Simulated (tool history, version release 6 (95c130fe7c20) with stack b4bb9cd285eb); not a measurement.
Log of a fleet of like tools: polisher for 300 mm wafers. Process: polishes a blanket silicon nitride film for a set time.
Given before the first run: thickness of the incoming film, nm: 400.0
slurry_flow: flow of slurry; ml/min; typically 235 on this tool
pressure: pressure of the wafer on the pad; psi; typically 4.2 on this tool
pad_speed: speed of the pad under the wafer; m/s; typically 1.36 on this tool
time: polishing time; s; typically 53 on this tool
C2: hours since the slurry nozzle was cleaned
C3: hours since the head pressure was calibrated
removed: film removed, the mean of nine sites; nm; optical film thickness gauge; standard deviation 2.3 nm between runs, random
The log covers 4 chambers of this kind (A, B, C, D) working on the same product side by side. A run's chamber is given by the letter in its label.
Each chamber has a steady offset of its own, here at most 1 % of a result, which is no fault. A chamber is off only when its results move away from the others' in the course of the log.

Run 1B, hour 4.8: usual settings; wafers polished on this pad 569; C2 454.9; C3 29.4. Result: removed 155.6 nm.
Run 2A, hour 7.8: usual settings; wafers polished on this pad 527; C2 441.9; C3 73. Result: removed 152.89 nm.
Run 3D, hour 11.8: usual settings; wafers polished on this pad 745; C2 451.3; C3 108.4. Result: removed 156.53 nm.
At hour 15.1: chamber A: worn pad replaced by a new one.
Run 4C, hour 16.9: usual settings; wafers polished on this pad 445; C2 219.5; C3 815.4. Result: removed 156.67 nm.
Run 5D, hour 21.8: usual settings; wafers polished on this pad 836; C2 461.3; C3 118.4. Result: removed 155.01 nm.
Run 6B, hour 25: usual settings; wafers polished on this pad 753; C2 475.1; C3 49.6. Result: removed 153.58 nm.
Run 7A, hour 29.8: usual settings; wafers polished on this pad 134; C2 463.9; C3 95. Result: removed 155.19 nm.
Run 8C, hour 33.7: usual settings; wafers polished on this pad 598; C2 236.3; C3 832.2. Result: removed 158.43 nm.
Run 9A, hour 36.8: usual settings but slurry_flow 185 ml/min, pad_speed 1.1 m/s; wafers polished on this pad 198; C2 470.9; C3 102. Result: removed 123.31 nm.
Run 10D, hour 41.6: usual settings but slurry_flow 185 ml/min, pad_speed 1.1 m/s; wafers polished on this pad 1017; C2 481.1; C3 138.2. Result: removed 127.09 nm.
Run 11C, hour 45.3: usual settings but slurry_flow 185 ml/min, pad_speed 1.1 m/s; wafers polished on this pad 704; C2 247.9; C3 843.8. Result: removed 130.53 nm.
Run 12B, hour 48: usual settings but slurry_flow 185 ml/min, pad_speed 1.1 m/s; wafers polished on this pad 963; C2 498.1; C3 72.6. Result: removed 132.19 nm.
At hour 49.1: chamber C: worn pad replaced by a new one.
At hour 52.1: chamber B: worn pad replaced by a new one.
Run 13A, hour 52.8: usual settings; wafers polished on this pad 343; C2 486.9; C3 118. Result: removed 155.98 nm.
Run 14D, hour 56.3: usual settings; wafers polished on this pad 1151; C2 495.8; C3 152.9. Result: removed 147.56 nm.
Run 15B, hour 60.3: usual settings; wafers polished on this pad 75; C2 510.4; C3 84.9. Result: removed 159.03 nm.
Run 16C, hour 64.8: usual settings; wafers polished on this pad 143; C2 267.4; C3 863.3. Result: removed 156.51 nm.
Run 17C, hour 70.6: usual settings; wafers polished on this pad 196; C2 273.2; C3 869.1. Result: removed 155.94 nm.
At hour 73.3: chamber A: worn pad replaced by a new one.
Run 18D, hour 76.2: usual settings; wafers polished on this pad 1332; C2 515.7; C3 172.8. Result: removed 156.76 nm.
Run 19B, hour 80.3: usual settings; wafers polished on this pad 257; C2 530.4; C3 104.9. Result: removed 160.7 nm.
Run 20A, hour 85.6: usual settings; wafers polished on this pad 112; C2 519.7; C3 150.8. Result: removed 154.09 nm.
Run 21C, hour 90: usual settings; wafers polished on this pad 373; C2 292.6; C3 888.5. Result: removed 157.53 nm.
Run 22B, hour 95.7: usual settings; wafers polished on this pad 398; C2 545.8; C3 120.3. Result: removed 160.55 nm.
Run 23A, hour 101.4: usual settings; wafers polished on this pad 257; C2 535.5; C3 166.6. Result: removed 160.06 nm.
Run 24D, hour 104.3: usual settings but slurry_flow 200 ml/min; wafers polished on this pad 1588; C2 543.8; C3 200.9. Result: removed 145.91 nm.
Run 25D, hour 107.9: usual settings but slurry_flow 200 ml/min; wafers polished on this pad 1621; C2 547.4; C3 204.5. Result: removed 144.33 nm.
Run 26B, hour 111.8: usual settings but slurry_flow 200 ml/min; wafers polished on this pad 545; C2 561.9; C3 136.4. Result: removed 152.13 nm.
Run 27C, hour 116.5: usual settings but slurry_flow 200 ml/min; wafers polished on this pad 615; C2 319.1; C3 915. Result: removed 157.57 nm.
Run 28A, hour 119.9: usual settings; wafers polished on this pad 425; C2 554; C3 185.1. Result: removed 155.25 nm.
At hour 120.3: chamber C: worn pad replaced by a new one.
Run 29D, hour 125.3: usual settings; wafers polished on this pad 1780; C2 564.8; C3 221.9. Result: removed 146.27 nm.
Run 30C, hour 128.3: usual settings; wafers polished on this pad 73; C2 330.9; C3 926.8. Result: removed 156.04 nm.
Run 31A, hour 134.1: usual settings; wafers polished on this pad 555; C2 568.2; C3 199.3. Result: removed 157.8 nm.
At hour 136.2: chamber A: worn pad replaced by a new one.
Run 32B, hour 137.5: usual settings; wafers polished on this pad 779; C2 587.6; C3 162.1. Result: removed 157.33 nm.
Run 33B, hour 141.5: usual settings; wafers polished on this pad 816; C2 591.6; C3 166.1. Result: removed 156.99 nm.
Run 34D, hour 146.8: usual settings; wafers polished on this pad 1976; C2 586.3; C3 243.4. Result: removed 139.85 nm.
Run 35A, hour 150.2: usual settings; wafers polished on this pad 127; C2 584.3; C3 215.4. Result: removed 156.04 nm.
Run 36C, hour 155.9: usual settings; wafers polished on this pad 325; C2 358.5; C3 954.4. Result: removed 153.42 nm.
Run 37B, hour 159: usual settings; wafers polished on this pad 975; C2 609.1; C3 183.6. Result: removed 157.49 nm.

All 4 chambers run these settings next. Forecast each chamber's results:
Run 38A, hour 163.4: usual settings but slurry_flow 280 ml/min. Result: removed ?.
Run 38B, hour 163.4: usual settings but slurry_flow 280 ml/min. Result: removed ?.
Run 38C, hour 163.4: usual settings but slurry_flow 280 ml/min. Result: removed ?.
Run 38D, hour 163.4: usual settings but slurry_flow 280 ml/min. Result: removed ?.

run  removed
38A   157.83
38B   159.48
38C   159.35
38D   139.82
